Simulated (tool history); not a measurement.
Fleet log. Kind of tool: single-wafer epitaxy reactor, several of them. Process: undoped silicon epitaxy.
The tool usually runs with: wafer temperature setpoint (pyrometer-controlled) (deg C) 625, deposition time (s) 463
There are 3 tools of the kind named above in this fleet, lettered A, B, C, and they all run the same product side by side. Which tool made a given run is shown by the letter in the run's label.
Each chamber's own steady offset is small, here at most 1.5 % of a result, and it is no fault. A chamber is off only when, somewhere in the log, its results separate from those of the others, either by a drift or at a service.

run	hour	wafer temperature setpoint (pyrometer-controlled) (deg C)	deposition time (s)	read-back reference wafer on the same gauge, thickness_nm	mean film thickness on the monitor wafer (angstrom)
1C	12.9	625	463	45.960	445.05
2A	23.7	625	463	45.986	450.21
3B	32.3	625	463	45.995	441.34
4B	45.5	625	463	46.034	438.57
5C	54.5	625	463	45.999	440.42
6A	65.5	625	463	45.983	449.90
7A	73.0	625	463	46.012	451.75
8C	78.9	625	463	45.986	442.82
9B	90.7	625	463	45.983	441.00
10C	96.5	625	463	45.985	443.13
11A	104.6	630	463	46.026	505.44
12B	111.5	630	463	45.971	492.49
13A	122.2	630	463	45.961	502.82
14B	133.7	637	463	46.002	580.70
15C	141.9	637	463	46.024	585.80
16A	153.6	637	463	45.994	592.82
17B	165.4	625	463	45.968	437.00
18C	173.0	631	551	45.989	605.42
19C	184.4	631	551	45.992	607.23
20A	197.6	631	551	46.002	614.27
21B	205.1	625	463	45.991	438.71
22C	213.1	625	463	45.964	442.50
23B	219.2	625	463	46.066	440.85
24A	229.5	625	463	45.984	455.97
25B	236.1	625	463	46.044	441.28
26A	248.8	625	463	46.003	454.80
27C	259.7	633	536	46.002	618.01
28B	266.7	633	536	46.011	612.55
29A	273.1	633	536	45.988	628.41
30C	279.0	625	463	46.004	444.25
31B	289.4	625	463	45.997	440.61
32C	300.3	625	463	45.961	444.64
33A	309.5	625	463	46.019	454.80
34C	315.8	625	463	46.001	443.40
35B	325.7	625	463	45.929	440.40
36A	334.5	625	493	45.968	488.98
37A	343.2	625	493	45.999	490.88
38C	352.8	625	493	45.976	473.97

Is one chamber off against the others, does the gauge drift, or is nothing wrong? If a chamber is off, say which, and what the likeliest cause is.

Little by little, chamber A moves away from the other chambers.
Likeliest cause: wafer temperature above the value expected at the setpoint (K) = 0.971.

Chamber A could run next with any of the 4 candidate recipes listed below; each alters the usual settings, and their results appear as question marks. Which one brings its results back in line with what the other chambers deliver on the usual settings?
A result is in line if it is within this distance of the other chambers' mean on the usual settings: mean film thickness on the monitor wafer (angstrom) 6.00
39A-1	362.4	625	445		?
39A-2	362.4	625	481		?
39A-3	362.4	628	472		?
39A-4	362.4	625	425		?

What the other chambers average on the usual settings: mean film thickness on the monitor wafer (angstrom) 442.01
run	mean film thickness on the monitor wafer (angstrom)
39A-1	442.23
39A-2	478.00
39A-3	501.89
39A-4	422.35
The right change is 39A-1: it brings the chamber back within the allowed miss of the others.

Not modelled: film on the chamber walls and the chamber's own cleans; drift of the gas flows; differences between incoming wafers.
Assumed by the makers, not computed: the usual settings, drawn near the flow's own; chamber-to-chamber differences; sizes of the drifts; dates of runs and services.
